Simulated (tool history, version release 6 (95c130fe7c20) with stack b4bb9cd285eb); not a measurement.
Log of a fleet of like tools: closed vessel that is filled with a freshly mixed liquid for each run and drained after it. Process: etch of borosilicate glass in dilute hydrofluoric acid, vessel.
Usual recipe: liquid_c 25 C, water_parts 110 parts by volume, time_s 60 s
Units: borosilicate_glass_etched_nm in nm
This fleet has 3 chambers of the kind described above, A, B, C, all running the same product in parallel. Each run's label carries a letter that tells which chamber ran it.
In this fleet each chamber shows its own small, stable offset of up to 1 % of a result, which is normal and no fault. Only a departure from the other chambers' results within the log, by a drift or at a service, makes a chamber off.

| run | hour | liquid_c | water_parts | time_s | read-back film thickness of the borosilicate glass reference wafer, read on the same gauge (nm) | borosilicate_glass_etched_nm |
|---|---|---|---|---|---|---|
| 1C | 7.9 | 25 | 110 | 60 | 90.024 | 18.461 |
| 2B | 12.6 | 25 | 110 | 60 | 90 | 18.733 |
| 3A | 18.2 | 25 | 110 | 60 | 89.982 | 18.902 |
| 4A | 23.3 | 25 | 110 | 60 | 90.004 | 18.643 |
| 5B | 30.7 | 25 | 110 | 60 | 90.012 | 18.407 |
| 6C | 37.7 | 27.5 | 110 | 30 | 89.965 | 10.405 |
| 7A | 43.3 | 27.5 | 110 | 30 | 90.01 | 10.261 |
| 8B | 49.1 | 27.5 | 110 | 30 | 90.01 | 10.105 |
| 9C | 55.6 | 25 | 110 | 60 | 90.022 | 18.519 |
| 10A | 59.4 | 21.5 | 110 | 80 | 89.996 | 21.674 |
| 11B | 65.5 | 21.5 | 110 | 80 | 90.009 | 21.65 |
| 12C | 69.8 | 21.5 | 110 | 80 | 90.007 | 21.548 |
| 13B | 76.2 | 22 | 110 | 50 | 89.989 | 13.807 |
| 14A | 82.2 | 22 | 110 | 50 | 89.998 | 13.888 |
| 15C | 86.2 | 22 | 110 | 50 | 90.025 | 13.999 |
| 16B | 91.4 | 25 | 110 | 60 | 89.991 | 18.392 |
| 17C | 95.9 | 25 | 65 | 60 | 89.978 | 33.443 |
| 18A | 101.9 | 25 | 65 | 60 | 90.012 | 34.425 |
| 19B | 109.1 | 25 | 65 | 60 | 90.044 | 31.728 |
|  | 110.1 | chamber A: hydrofluoric acid flow meter replaced |
| 20A | 116 | 25 | 110 | 60 | 90.012 | 19.181 |
| 21C | 120.5 | 25 | 110 | 60 | 89.993 | 18.621 |
| 22A | 128.6 | 25 | 110 | 60 | 89.981 | 18.686 |
| 23B | 134.6 | 25 | 150 | 60 | 89.976 | 12.188 |
| 24C | 142.4 | 25 | 150 | 60 | 90.009 | 12.978 |
| 25B | 148.6 | 25 | 150 | 60 | 90.022 | 11.954 |
| 26C | 154 | 25 | 110 | 60 | 90.018 | 18.994 |
| 27A | 162 | 25 | 110 | 60 | 90.011 | 19.093 |
| 28A | 166.2 | 25 | 110 | 60 | 89.991 | 18.619 |
| 29B | 171.7 | 25 | 110 | 60 | 90.019 | 16.85 |

Decide between three cases: one chamber stands off from its peers, the gauge reading all wafers drifts, or nothing is wrong past each chamber's small offset. Where a chamber is off, say which and what most likely put it there.

Little by little, chamber B moves away from the other chambers.
Cause: hydrofluoric acid flow below the setpoint (%) = 9.23.
With only this log, it may be confused with: liquid colder than its thermometer reads (K).

Here are 4 candidates for chamber B's next run, each the usual settings with a change, their results left as question marks. Which one brings its results back in line with what the others give on the usual settings?
In line means no further than this from the other chambers' mean on the usual settings: borosilicate_glass_etched_nm 0.52 nm
| 30B-1 | 177.5 | 25 | 115 | 60 |  | ? |
| 30B-2 | 177.5 | 28 | 110 | 60 |  | ? |
| 30B-3 | 177.5 | 22 | 110 | 60 |  | ? |
| 30B-4 | 177.5 | 25 | 105 | 60 |  | ? |

Other chambers, usual settings, mean: borosilicate_glass_etched_nm 18.772 nm
| run | borosilicate_glass_etched_nm |
|---|---|
| 30B-1 | 15.786 |
| 30B-2 | 18.61 |
| 30B-3 | 14.759 |
| 30B-4 | 17.495 |
With 30B-2, the chamber falls back in line with the rest.

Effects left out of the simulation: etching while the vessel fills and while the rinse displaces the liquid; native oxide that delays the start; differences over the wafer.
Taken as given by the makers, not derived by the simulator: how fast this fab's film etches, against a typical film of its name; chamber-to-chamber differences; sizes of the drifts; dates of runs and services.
